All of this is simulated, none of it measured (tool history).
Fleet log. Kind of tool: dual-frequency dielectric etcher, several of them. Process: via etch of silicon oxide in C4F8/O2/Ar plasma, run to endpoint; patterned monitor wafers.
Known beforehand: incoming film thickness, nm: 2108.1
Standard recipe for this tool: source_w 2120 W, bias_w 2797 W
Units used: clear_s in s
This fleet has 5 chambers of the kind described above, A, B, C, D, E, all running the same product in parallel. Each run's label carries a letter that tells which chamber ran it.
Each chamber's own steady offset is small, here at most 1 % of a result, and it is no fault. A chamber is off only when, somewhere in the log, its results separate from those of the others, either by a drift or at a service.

| run | hour | source_w | bias_w | clear_s |
|---|---|---|---|---|
|  | 1.5 | chamber C: wet clean of the chamber |
| 1A | 4.1 | 2120 | 2797 | 367.54 |
| 2B | 10.8 | 2120 | 2797 | 365.14 |
| 3C | 16.9 | 2120 | 2797 | 368.8 |
| 4D | 21.8 | 2120 | 2797 | 366.65 |
| 5E | 27.9 | 2120 | 2797 | 366.8 |
| 6C | 34.2 | 2120 | 2797 | 367.86 |
| 7D | 40.2 | 2120 | 2797 | 368.47 |
| 8A | 46.8 | 2120 | 2797 | 370.04 |
| 9B | 52.4 | 2120 | 2797 | 366.02 |
| 10E | 57.8 | 2120 | 2797 | 366.33 |
| 11A | 64.1 | 2360 | 2495 | 365.65 |
| 12E | 71.5 | 2360 | 2495 | 366.04 |
| 13D | 76.2 | 2360 | 2495 | 365.68 |
| 14C | 83.1 | 2360 | 2495 | 366.75 |
| 15B | 88.5 | 2360 | 2495 | 364.89 |
| 16B | 94.5 | 2120 | 3051 | 355.22 |
| 17D | 99.3 | 2120 | 3051 | 358.07 |
| 18C | 103.3 | 2120 | 3051 | 359.64 |
|  | 103.7 | chamber C: source power generator calibrated |
| 19E | 106.9 | 2120 | 3051 | 357.76 |
| 20A | 113.6 | 2120 | 3051 | 357.94 |
| 21B | 119.3 | 2120 | 2797 | 366.71 |
| 22A | 123.5 | 2120 | 2509 | 381.04 |
| 23E | 126.8 | 2120 | 2509 | 378.89 |
| 24C | 132.3 | 2120 | 2509 | 382.2 |
| 25D | 137.2 | 2120 | 2509 | 380.03 |
| 26E | 141.1 | 2120 | 2509 | 376.85 |
| 27B | 145.5 | 2120 | 2797 | 364.58 |
| 28D | 152.9 | 2120 | 2797 | 365.52 |
| 29C | 157.6 | 2120 | 2797 | 373.44 |
| 30A | 164.1 | 2120 | 2797 | 367.72 |
|  | 168.3 | chamber B: wet clean of the chamber |
| 31D | 169.7 | 2120 | 2797 | 368.83 |
| 32B | 176.5 | 2120 | 2797 | 367.26 |
| 33A | 182.4 | 2120 | 2797 | 368.49 |
| 34C | 188.7 | 2120 | 2797 | 371.7 |
|  | 192.7 | chamber E: wet clean of the chamber |
| 35E | 193.6 | 2120 | 2797 | 364.67 |
| 36D | 198 | 2120 | 2797 | 370.18 |
| 37E | 205 | 2120 | 2797 | 365.57 |
| 38A | 210 | 2120 | 2797 | 367.28 |

All 5 chambers run these settings next. Forecast each chamber's results:
| 39A | 215.4 | 1860 | 2797 | ? |
| 39B | 215.4 | 1860 | 2797 | ? |
| 39C | 215.4 | 1860 | 2797 | ? |
| 39D | 215.4 | 1860 | 2797 | ? |
| 39E | 215.4 | 1860 | 2797 | ? |

| run | clear_s |
|---|---|
| 39A | 386.25 |
| 39B | 384.45 |
| 39C | 387.53 |
| 39D | 387.82 |
| 39E | 385.16 |
